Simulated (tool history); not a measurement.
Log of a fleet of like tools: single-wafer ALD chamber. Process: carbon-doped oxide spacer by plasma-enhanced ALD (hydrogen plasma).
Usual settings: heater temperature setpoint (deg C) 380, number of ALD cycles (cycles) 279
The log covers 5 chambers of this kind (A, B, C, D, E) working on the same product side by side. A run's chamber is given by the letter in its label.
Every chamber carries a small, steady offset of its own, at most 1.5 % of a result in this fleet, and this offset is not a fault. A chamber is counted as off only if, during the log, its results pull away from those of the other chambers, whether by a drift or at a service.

run	hour	heater temperature setpoint (deg C)	number of ALD cycles (cycles)	read-back reference wafer on the same gauge, thickness_nm	mean film thickness on the monitor wafer (angstrom)
1E	4.5	380	279	12.598	140.99
2C	9.6	380	279	12.612	141.24
3B	13.7	380	279	12.603	140.26
4D	16.8	380	279	12.591	138.02
5A	19.6	380	279	12.612	138.54
6D	23.7	380	279	12.6	138.09
7A	27.3	380	279	12.603	138.21
8C	30.3	380	279	12.589	141.23
9E	33.2	380	279	12.603	140.58
10B	35.9	380	279	12.601	139.47
11A	40.2	373	279	12.609	139.31
12C	45.6	373	279	12.593	140.97
13E	50.8	373	279	12.623	140.13
14D	55.8	373	279	12.593	138.41
15B	61.3	373	279	12.605	138.46
16D	65.2	380	279	12.591	138.08
17C	67.9	380	279	12.583	140.5
18A	71.5	380	279	12.602	138.68
19E	77.4	380	279	12.603	140.66
20B	81.3	380	279	12.614	139.57
21D	84.2	380	279	12.591	138.17
22C	87.7	380	279	12.609	140.41
23E	93.7	380	279	12.594	140.5
24B	98.1	380	279	12.613	137.97
25A	104.2	380	279	12.588	139.2
26B	107	380	279	12.598	139.95
27A	113.1	380	279	12.606	140.15
28D	119	380	279	12.609	139.04
29C	121.7	370	260	12.605	131.58
30E	126.6	370	260	12.618	132.11
31A	132.2	370	260	12.61	130.26
32C	137.9	370	260	12.579	130.03
33D	141.1	370	260	12.594	128.92
34E	144.6	380	279	12.588	140.26
35B	147.9	380	279	12.587	138.46
36D	152.3	380	279	12.596	137.4
37E	157	380	279	12.606	140.23
38C	161.6	380	279	12.605	140.66

Which is it: a chamber that has drifted or been left off by a service, a gauge drift common to all chambers, or only each chamber's usual small offset? If a chamber is off, name it and its likeliest cause.

Neither any chamber nor the gauge drifts; the chambers differ only by their own small, steady offsets.
